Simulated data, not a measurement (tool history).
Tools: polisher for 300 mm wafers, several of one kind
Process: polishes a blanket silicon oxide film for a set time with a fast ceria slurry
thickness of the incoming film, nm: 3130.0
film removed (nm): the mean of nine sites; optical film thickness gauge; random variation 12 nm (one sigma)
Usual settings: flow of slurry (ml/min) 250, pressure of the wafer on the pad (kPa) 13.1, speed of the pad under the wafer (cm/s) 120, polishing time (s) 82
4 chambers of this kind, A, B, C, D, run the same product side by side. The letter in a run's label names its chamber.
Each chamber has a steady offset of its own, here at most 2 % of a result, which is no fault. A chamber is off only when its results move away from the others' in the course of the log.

run,hour,flow of slurry (ml/min),pressure of the wafer on the pad (kPa),speed of the pad under the wafer (cm/s),polishing time (s),film removed (nm)
1C,7.7,250,13.1,120,82,890.58
# hour 8.3: chamber A: worn pad replaced by a new one
2B,14,250,13.1,120,82,868.57
3A,19.8,250,13.1,120,82,873.71
4D,29.2,250,13.1,120,82,869.62
5D,34.3,250,13.1,120,82,872.99
# hour 36.1: chamber B: slurry nozzle cleaned
6A,39.3,250,13.1,120,82,876.93
7C,44.4,250,13.1,120,82,883.57
# hour 44.8: chamber D: worn pad replaced by a new one
# hour 47.1: chamber B: worn pad replaced by a new one
8B,50.3,250,13.1,120,82,864.39
# hour 52.9: chamber D: slurry nozzle cleaned
9C,56.3,250,13.1,120,82,871.49
10A,63.5,250,13.1,120,82,852.1
# hour 68.2: chamber C: worn pad replaced by a new one
11B,70.4,250,13.1,120,82,860.17
12D,76.5,250,13.1,120,82,855.78
13D,81.7,250,13.1,120,82,846.62
14C,86.6,250,13.1,120,82,890.37
15B,93.9,250,13.1,104,82,739.42
16A,102.8,250,13.1,104,82,758.12
# hour 105: chamber D: worn pad replaced by a new one
# hour 106.9: chamber A: worn pad replaced by a new one
17C,112.5,250,13.1,104,82,779.29
18D,118.1,250,13.1,104,82,756.51
19A,124.9,250,13.1,120,82,861.02
# hour 128.4: chamber B: worn pad replaced by a new one
20B,134.1,250,13.1,120,82,882.99
21C,141.3,305,13.1,120,66,717.49
22D,151.1,305,13.1,120,66,699.32
23B,155.8,305,13.1,120,66,702.58
# hour 158.7: chamber D: worn pad replaced by a new one
24A,160.7,305,13.1,120,66,720.4
25C,165.3,250,13.1,120,82,887.78
# hour 169.6: chamber A: slurry nozzle cleaned
26B,175.1,250,13.1,120,82,893.08
# hour 182.6: chamber C: worn pad replaced by a new one
27D,184.5,250,13.1,120,82,851.67
28A,194,250,13.1,120,82,872.35
# hour 198.9: chamber A: worn pad replaced by a new one
29D,200,250,13.1,120,82,849.07
# hour 203.1: chamber B: worn pad replaced by a new one
30B,206.5,250,13.1,120,82,874.3
31C,211.5,250,13.1,120,82,864.04
32A,216.1,295,13.1,120,82,894.16
33A,222.8,295,13.1,120,82,875.48

Is one chamber off against the others, does the gauge drift, or is nothing wrong? If a chamber is off, say which, and what the likeliest cause is.

No chamber stands off beyond its own small offset, and the gauge holds steady.

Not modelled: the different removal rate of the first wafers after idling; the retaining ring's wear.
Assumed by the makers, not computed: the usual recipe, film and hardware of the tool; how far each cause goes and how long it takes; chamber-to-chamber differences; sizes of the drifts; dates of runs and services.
